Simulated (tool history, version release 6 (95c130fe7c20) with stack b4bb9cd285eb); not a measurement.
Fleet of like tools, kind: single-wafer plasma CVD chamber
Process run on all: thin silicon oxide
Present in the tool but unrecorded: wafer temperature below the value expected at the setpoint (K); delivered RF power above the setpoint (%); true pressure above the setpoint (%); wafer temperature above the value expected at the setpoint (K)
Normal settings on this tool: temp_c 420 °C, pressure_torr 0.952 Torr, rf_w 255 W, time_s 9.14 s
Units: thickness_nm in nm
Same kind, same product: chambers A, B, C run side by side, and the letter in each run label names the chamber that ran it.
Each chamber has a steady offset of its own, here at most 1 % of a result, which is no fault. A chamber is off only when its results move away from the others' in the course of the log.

run    day  temp_c  pressure_torr  rf_w  time_s  hours since the last thermocouple change  hours since the last RF generator calibration  hours since the last manometer calibration  read-back reference wafer on the same gauge, thickness_nm  thickness_nm
 1C  0.167     420          0.952   255    9.14                                    2530.3                                         1090.9                                      1531.4                                                     20.595        17.822
 2B  0.467     420          0.952   255    9.14                                     844.4                                         1929.8                                       227.5                                                     20.582        17.978
 3A  0.742     420          0.952   255    9.14                                    1600.3                                         1506.6                                       453.0                                                     20.599        17.803
     0.942  -- chamber C: capacitance manometer re-zeroed and calibrated
 4C  1.017     420          0.952   255    9.14                                    2550.7                                         1111.3                                         1.8                                                     20.598        17.963
 5A  1.329     420          0.952   255    9.14                                    1614.4                                         1520.7                                       467.1                                                     20.597        17.712
 6B  1.679     420          1.128   255   10.37                                     873.5                                         1958.9                                       256.6                                                     20.595        22.921
 7A  1.933     420          1.128   255   10.37                                    1628.9                                         1535.2                                       481.6                                                     20.608        22.791
 8B  2.212     420          1.128   255   10.37                                     886.3                                         1971.7                                       269.4                                                     20.597        22.832
 9C  2.512     420          0.952   255    9.14                                    2586.6                                         1147.2                                        37.7                                                     20.611        17.845
10B  2.712     420          0.952   255    9.14                                     898.3                                         1983.7                                       281.4                                                     20.596        17.849
11A  2.988     420          0.952   255    9.14                                    1654.2                                         1560.5                                       506.9                                                     20.613        17.763
12C  3.300     412          0.952   255   10.66                                    2605.5                                         1166.1                                        56.6                                                     20.601        21.007
13C  3.475     412          0.952   255   10.66                                    2609.7                                         1170.3                                        60.8                                                     20.596        21.064
14A  3.746     412          0.952   255   10.66                                    1672.4                                         1578.7                                       525.1                                                     20.614        20.872
15B  4.054     420          0.952   255    9.14                                     930.5                                         2015.9                                       313.6                                                     20.604        17.878
16B  4.271     412          0.878   255    9.14                                     935.7                                         2021.1                                       318.8                                                     20.593        16.869
17A  4.583     412          0.878   255    9.14                                    1692.5                                         1598.8                                       545.2                                                     20.595        16.760
18C  4.808     412          0.878   255    9.14                                    2641.7                                         1202.3                                        92.8                                                     20.612        16.836
19C  4.979     420          0.952   210    9.14                                    2645.8                                         1206.4                                        96.9                                                     20.606        16.366
20A  5.304     420          0.952   210    9.14                                    1709.8                                         1616.1                                       562.5                                                     20.590        16.359

What goes on in this fleet: one chamber off, a drifting gauge, or nothing beyond the chambers' own small offsets? Name the chamber and the cause, if any.

Beyond each chamber's small constant offset nothing stands out, and the gauge stays steady.
